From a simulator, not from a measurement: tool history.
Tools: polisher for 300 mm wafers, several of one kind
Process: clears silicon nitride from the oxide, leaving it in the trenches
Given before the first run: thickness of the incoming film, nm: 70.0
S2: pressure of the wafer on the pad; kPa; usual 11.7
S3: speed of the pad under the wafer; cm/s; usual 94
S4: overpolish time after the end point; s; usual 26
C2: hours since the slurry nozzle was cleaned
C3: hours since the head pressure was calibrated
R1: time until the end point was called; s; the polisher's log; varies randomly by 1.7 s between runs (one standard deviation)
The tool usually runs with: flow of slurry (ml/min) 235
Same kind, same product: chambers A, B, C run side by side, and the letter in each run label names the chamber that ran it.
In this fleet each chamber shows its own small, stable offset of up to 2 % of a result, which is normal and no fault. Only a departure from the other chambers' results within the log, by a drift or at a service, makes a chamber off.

Run 1C, hour 5.8: usual settings; wafers polished on this pad 282; C2 676.6; C3 155.3. Result: R1 153.74 s.
Run 2B, hour 9.5: usual settings; wafers polished on this pad 777; C2 164.2; C3 479.3. Result: R1 153.41 s.
Run 3A, hour 13.2: usual settings; wafers polished on this pad 396; C2 358.2; C3 642.1. Result: R1 151.89 s.
Run 4A, hour 19.2: usual settings; wafers polished on this pad 429; C2 364.2; C3 648.1. Result: R1 150.3 s.
Run 5C, hour 22.1: usual settings; wafers polished on this pad 371; C2 692.9; C3 171.6. Result: R1 156.04 s.
Run 6B, hour 27.3: usual settings; wafers polished on this pad 875; C2 182; C3 497.1. Result: R1 155.75 s.
Run 7C, hour 32.9: usual settings; wafers polished on this pad 431; C2 703.7; C3 182.4. Result: R1 154.53 s.
At hour 35.6: chamber C: slurry nozzle cleaned.
Run 8B, hour 36.2: usual settings; wafers polished on this pad 923; C2 190.9; C3 506. Result: R1 155.63 s.
Run 9A, hour 42.2: usual settings; wafers polished on this pad 556; C2 387.2; C3 671.1. Result: R1 152.93 s.
Run 10A, hour 46.8: usual settings; wafers polished on this pad 581; C2 391.8; C3 675.7. Result: R1 149.71 s.
Run 11B, hour 51.4: usual settings; wafers polished on this pad 1007; C2 206.1; C3 521.2. Result: R1 152.25 s.
Run 12C, hour 55.4: usual settings; wafers polished on this pad 555; C2 19.8; C3 204.9. Result: R1 150.91 s.
Run 13A, hour 60.9: usual settings; wafers polished on this pad 659; C2 405.9; C3 689.8. Result: R1 153.97 s.
At hour 62.7: chamber C: worn pad replaced by a new one.
Run 14C, hour 65.5: usual settings but S2 10.3 kPa; wafers polished on this pad 15; C2 29.9; C3 215. Result: R1 171.28 s.
At hour 66.5: chamber A: head pressure recalibrated.
Run 15B, hour 71.4: usual settings but S2 10.3 kPa; wafers polished on this pad 1117; C2 226.1; C3 541.2. Result: R1 173.27 s.
At hour 73.7: chamber A: worn pad replaced by a new one.
Run 16C, hour 77.4: usual settings but S2 10.3 kPa; wafers polished on this pad 81; C2 41.8; C3 226.9. Result: R1 171.62 s.
Run 17B, hour 82.6: usual settings; wafers polished on this pad 1179; C2 237.3; C3 552.4. Result: R1 156.17 s.
Run 18A, hour 87.1: usual settings; wafers polished on this pad 74; C2 432.1; C3 20.6. Result: R1 163.24 s.
Run 19B, hour 91.5: usual settings; wafers polished on this pad 1228; C2 246.2; C3 561.3. Result: R1 157.46 s.
Run 20A, hour 94.9: usual settings but S2 15.2 kPa; wafers polished on this pad 116; C2 439.9; C3 28.4. Result: R1 124.78 s.
Run 21C, hour 98.1: usual settings but S2 15.2 kPa; wafers polished on this pad 195; C2 62.5; C3 247.6. Result: R1 120.96 s.
Run 22C, hour 101.9: usual settings but S2 15.2 kPa; wafers polished on this pad 215; C2 66.3; C3 251.4. Result: R1 117.28 s.
Run 23B, hour 106.1: usual settings; wafers polished on this pad 1308; C2 260.8; C3 575.9. Result: R1 156.72 s.
Run 24A, hour 112.2: usual settings; wafers polished on this pad 212; C2 457.2; C3 45.7. Result: R1 159.98 s.
Run 25C, hour 117.5: usual settings but S4 12 s; wafers polished on this pad 301; C2 81.9; C3 267. Result: R1 151.52 s.
Run 26B, hour 123.1: usual settings but S4 12 s; wafers polished on this pad 1401; C2 277.8; C3 592.9. Result: R1 152.38 s.
At hour 125.9: chamber B: worn pad replaced by a new one.
Run 27A, hour 126.7: usual settings but S4 12 s; wafers polished on this pad 291; C2 471.7; C3 60.2. Result: R1 161 s.
Run 28C, hour 132.7: usual settings; wafers polished on this pad 385; C2 97.1; C3 282.2. Result: R1 152.88 s.
Run 29A, hour 137.1: usual settings but S2 8.3 kPa, S3 84 cm/s; wafers polished on this pad 348; C2 482.1; C3 70.6. Result: R1 254.5 s.
Run 30B, hour 140.5: usual settings but S2 8.3 kPa, S3 84 cm/s; wafers polished on this pad 80; C2 295.2; C3 610.3. Result: R1 246.76 s.
Run 31B, hour 145.9: usual settings but S2 8.3 kPa, S3 84 cm/s; wafers polished on this pad 109; C2 300.6; C3 615.7. Result: R1 248.51 s.
Run 32C, hour 150.3: usual settings; wafers polished on this pad 482; C2 114.7; C3 299.8. Result: R1 152.57 s.
Run 33A, hour 154.3: usual settings but S3 72 cm/s; wafers polished on this pad 443; C2 499.3; C3 87.8. Result: R1 208.71 s.

Read the log: is a single chamber off, either drifting away or since a service, is the gauge that measures every chamber drifting, or is nothing wrong beyond small per-chamber offsets? Name any odd chamber and what most likely caused it.

The work done on chamber A during a service left it standing apart from the others.
Likeliest cause: head's pressure below its setpoint, % = 6.75.

Chamber A could run next with any of the 4 candidate recipes listed below; each alters the usual settings, and their results appear as question marks. Which one brings its results back in line with what the other chambers deliver on the usual settings?
In line here means within this much of the mean the other chambers give on the usual settings: R1 6.1 s
Run 34A-1, hour 159: usual settings but S2 11 kPa. Result: R1 ?.
Run 34A-2, hour 159: usual settings but S3 100 cm/s. Result: R1 ?.
Run 34A-3, hour 159: usual settings but S2 11 kPa, S3 88 cm/s. Result: R1 ?.
Run 34A-4, hour 159: usual settings but S2 12.4 kPa, S3 100 cm/s. Result: R1 ?.

Other chambers, usual settings, mean: R1 154.21 s
  run      R1
34A-1  172.76
34A-2  153.08
34A-3  184.41
34A-4  144.69
It is 34A-2 that realigns the chamber with its peers.
